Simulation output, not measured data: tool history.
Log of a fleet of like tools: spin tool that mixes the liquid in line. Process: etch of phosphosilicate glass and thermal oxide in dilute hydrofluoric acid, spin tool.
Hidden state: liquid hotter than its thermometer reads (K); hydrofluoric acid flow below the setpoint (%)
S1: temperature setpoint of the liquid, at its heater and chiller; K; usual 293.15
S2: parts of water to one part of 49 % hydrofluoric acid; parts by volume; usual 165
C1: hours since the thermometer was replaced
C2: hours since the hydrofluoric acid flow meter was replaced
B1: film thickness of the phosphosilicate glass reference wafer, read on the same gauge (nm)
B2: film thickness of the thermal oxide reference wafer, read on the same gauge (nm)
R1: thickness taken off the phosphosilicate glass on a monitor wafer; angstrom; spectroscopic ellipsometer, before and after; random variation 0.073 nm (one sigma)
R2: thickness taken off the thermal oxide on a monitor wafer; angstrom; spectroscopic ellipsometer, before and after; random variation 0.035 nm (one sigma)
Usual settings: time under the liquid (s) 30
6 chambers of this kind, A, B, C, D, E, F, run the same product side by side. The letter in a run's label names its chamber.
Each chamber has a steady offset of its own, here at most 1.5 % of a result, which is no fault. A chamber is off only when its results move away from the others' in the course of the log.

Run 1F, hour 13.1: usual settings; C1 119.6; C2 439.1; B1 69.989; B2 50.018. Result: R1 174.22 angstrom, R2 6.9153 angstrom.
Run 2C, hour 24.4: usual settings; C1 451.4; C2 557.3; B1 69.990; B2 49.992. Result: R1 174.96 angstrom, R2 6.5126 angstrom.
Run 3D, hour 30.4: usual settings; C1 88.1; C2 1561.8; B1 70.007; B2 50.006. Result: R1 173.83 angstrom, R2 6.6258 angstrom.
Run 4E, hour 36.2: usual settings; C1 1364.8; C2 612.6; B1 69.991; B2 49.970. Result: R1 174.81 angstrom, R2 6.8869 angstrom.
Run 5B, hour 44.6: usual settings; C1 83.2; C2 92.0; B1 70.002; B2 49.992. Result: R1 175.88 angstrom, R2 7.1126 angstrom.
Run 6A, hour 53.2: usual settings; C1 1833.3; C2 564.3; B1 70.001; B2 49.977. Result: R1 171.04 angstrom, R2 6.9927 angstrom.
Run 7C, hour 62.6: usual settings; C1 489.6; C2 595.5; B1 70.013; B2 50.009. Result: R1 176.38 angstrom, R2 7.0558 angstrom.
Run 8D, hour 69.4: usual settings; C1 127.1; C2 1600.8; B1 70.001; B2 50.014. Result: R1 175.02 angstrom, R2 7.3887 angstrom.
Run 9B, hour 76.9: usual settings; C1 115.5; C2 124.3; B1 70.009; B2 49.984. Result: R1 175.38 angstrom, R2 6.6244 angstrom.
Run 10F, hour 83.4: usual settings; C1 189.9; C2 509.4; B1 70.005; B2 50.011. Result: R1 175.22 angstrom, R2 7.1289 angstrom.
Run 11A, hour 89.3: usual settings; C1 1869.4; C2 600.4; B1 69.990; B2 49.979. Result: R1 174.17 angstrom, R2 6.6296 angstrom.
Run 12E, hour 95.6: usual settings; C1 1424.2; C2 672.0; B1 69.986; B2 49.944. Result: R1 174.92 angstrom, R2 7.1926 angstrom.
Run 13F, hour 104.4: usual settings; C1 210.9; C2 530.4; B1 69.994; B2 50.003. Result: R1 173.03 angstrom, R2 6.4684 angstrom.
Run 14A, hour 111.7: usual settings; C1 1891.8; C2 622.8; B1 69.992; B2 50.012. Result: R1 172.68 angstrom, R2 6.8710 angstrom.
Run 15C, hour 121.3: usual settings; C1 548.3; C2 654.2; B1 69.994; B2 50.017. Result: R1 174.73 angstrom, R2 6.8805 angstrom.
Run 16D, hour 131.7: usual settings; C1 189.4; C2 1663.1; B1 70.000; B2 50.011. Result: R1 175.81 angstrom, R2 6.7318 angstrom.
Run 17E, hour 137.7: usual settings; C1 1466.3; C2 714.1; B1 70.011; B2 50.037. Result: R1 173.99 angstrom, R2 6.3958 angstrom.
Run 18B, hour 147.7: usual settings; C1 186.3; C2 195.1; B1 69.988; B2 49.973. Result: R1 175.05 angstrom, R2 7.2186 angstrom.
Run 19E, hour 157.4: usual settings; C1 1486.0; C2 733.8; B1 70.006; B2 49.990. Result: R1 175.25 angstrom, R2 7.4019 angstrom.
Run 20F, hour 167.2: usual settings; C1 273.7; C2 593.2; B1 70.007; B2 49.994. Result: R1 174.95 angstrom, R2 6.4340 angstrom.
Run 21B, hour 174.4: usual settings; C1 213.0; C2 221.8; B1 69.997; B2 50.024. Result: R1 176.92 angstrom, R2 6.3105 angstrom.
At hour 177.0: chamber A: hydrofluoric acid flow meter replaced.
Run 22C, hour 186.2: usual settings; C1 613.2; C2 719.1; B1 69.996; B2 49.986. Result: R1 173.88 angstrom, R2 6.7310 angstrom.
Run 23D, hour 196.8: usual settings; C1 254.5; C2 1728.2; B1 70.012; B2 49.979. Result: R1 174.45 angstrom, R2 6.9876 angstrom.
At hour 198.0: chamber F: hydrofluoric acid flow meter replaced.
Run 24A, hour 208.4: usual settings; C1 1988.5; C2 31.4; B1 70.007; B2 49.979. Result: R1 173.17 angstrom, R2 6.7806 angstrom.
Run 25A, hour 216.0: usual settings; C1 1996.1; C2 39.0; B1 69.987; B2 49.990. Result: R1 172.48 angstrom, R2 6.9348 angstrom.
Run 26B, hour 226.2: usual settings; C1 264.8; C2 273.6; B1 69.975; B2 50.002. Result: R1 174.93 angstrom, R2 6.8449 angstrom.
At hour 231.9: chamber A: thermometer replaced.
Run 27C, hour 235.6: usual settings; C1 662.6; C2 768.5; B1 70.011; B2 50.005. Result: R1 175.59 angstrom, R2 6.5240 angstrom.
Run 28D, hour 245.3: usual settings; C1 303.0; C2 1776.7; B1 69.985; B2 50.024. Result: R1 175.69 angstrom, R2 6.5861 angstrom.
Run 29E, hour 256.7: usual settings but S1 294.65 K, S2 205 parts by volume; C1 1585.3; C2 833.1; B1 69.995; B2 50.000. Result: R1 142.20 angstrom, R2 5.7269 angstrom.
Run 30F, hour 266.1: usual settings but S1 294.65 K, S2 205 parts by volume; C1 372.6; C2 68.1; B1 70.006; B2 49.998. Result: R1 143.44 angstrom, R2 5.4585 angstrom.
Run 31D, hour 277.8: usual settings but S1 294.65 K, S2 205 parts by volume; C1 335.5; C2 1809.2; B1 69.992; B2 50.013. Result: R1 144.04 angstrom, R2 5.9628 angstrom.
Run 32A, hour 285.6: usual settings but S1 294.65 K, S2 205 parts by volume; C1 53.7; C2 108.6; B1 69.996; B2 49.997. Result: R1 140.92 angstrom, R2 5.2533 angstrom.
Run 33B, hour 296.0: usual settings but S1 294.65 K, S2 205 parts by volume; C1 334.6; C2 343.4; B1 70.002; B2 50.016. Result: R1 144.43 angstrom, R2 5.4383 angstrom.
Run 34E, hour 307.7: usual settings but S1 294.65 K, S2 205 parts by volume; C1 1636.3; C2 884.1; B1 70.005; B2 49.978. Result: R1 143.15 angstrom, R2 5.7806 angstrom.
Run 35C, hour 320.1: usual settings; C1 747.1; C2 853.0; B1 70.011; B2 50.038. Result: R1 174.30 angstrom, R2 7.1944 angstrom.
Run 36F, hour 330.5: usual settings; C1 437.0; C2 132.5; B1 70.009; B2 50.029. Result: R1 175.94 angstrom, R2 7.0286 angstrom.

Is one chamber off against the others, does the gauge drift, or is nothing wrong? If a chamber is off, say which, and what the likeliest cause is.

No chamber stands off beyond its own small offset, and the gauge holds steady.

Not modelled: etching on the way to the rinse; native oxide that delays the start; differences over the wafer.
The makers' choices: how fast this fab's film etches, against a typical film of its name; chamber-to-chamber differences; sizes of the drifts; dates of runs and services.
